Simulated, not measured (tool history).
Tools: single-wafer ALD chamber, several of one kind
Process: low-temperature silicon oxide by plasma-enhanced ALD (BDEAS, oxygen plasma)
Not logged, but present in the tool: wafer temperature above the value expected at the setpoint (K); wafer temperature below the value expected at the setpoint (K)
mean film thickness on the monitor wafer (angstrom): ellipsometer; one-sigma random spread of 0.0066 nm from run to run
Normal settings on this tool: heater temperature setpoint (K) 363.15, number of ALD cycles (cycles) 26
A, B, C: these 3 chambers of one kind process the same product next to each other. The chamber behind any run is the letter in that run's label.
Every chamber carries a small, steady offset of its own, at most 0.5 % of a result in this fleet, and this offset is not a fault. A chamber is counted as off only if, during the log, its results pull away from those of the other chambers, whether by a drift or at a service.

run,hour,heater temperature setpoint (K),number of ALD cycles (cycles),hours since the last thermocouple change,"read-back reference wafer on the same gauge, thickness_nm",mean film thickness on the monitor wafer (angstrom)
1B,6.1,363.15,26,717.6,3.2984,38.729
2A,10.5,363.15,26,1261.5,3.2986,38.636
3C,18.9,363.15,26,1773.5,3.297,38.243
4B,27.4,363.15,26,738.9,3.2968,38.457
5C,36.3,363.15,26,1790.9,3.2943,38.282
6A,40.8,363.15,26,1291.8,3.2907,38.54
7B,45.3,376.15,23,756.8,3.29,32.704
8C,53,376.15,23,1807.6,3.2911,32.487
9A,61.1,376.15,23,1312.1,3.2892,32.656
10B,66.6,363.15,26,778.1,3.2885,38.494
11C,72.6,363.15,26,1827.2,3.2871,38.204
12A,77.2,363.15,26,1328.2,3.2871,38.364
13A,81.6,363.15,26,1332.6,3.285,38.354
14C,87.2,363.15,26,1841.8,3.2846,38.121
15B,95.9,363.15,26,807.4,3.2833,38.441
16C,104.1,363.15,26,1858.7,3.2805,38.092
17B,112.3,363.15,26,823.8,3.2808,38.269
18A,117.1,363.15,26,1368.1,3.279,38.198
19B,124.5,363.15,26,836,3.2791,38.369
20C,129.1,363.15,26,1883.7,3.278,37.989

Has any chamber moved away from the others, gradually or after a service, or does the common gauge drift, or do the chambers differ only by their own small steady offsets? State the chamber and the most likely cause if one applies.

No chamber is off; the gauge reading every chamber's wafers drifts, which makes the whole fleet appear to move together.
Most likely cause: gauge reads low (%) = 0.716.
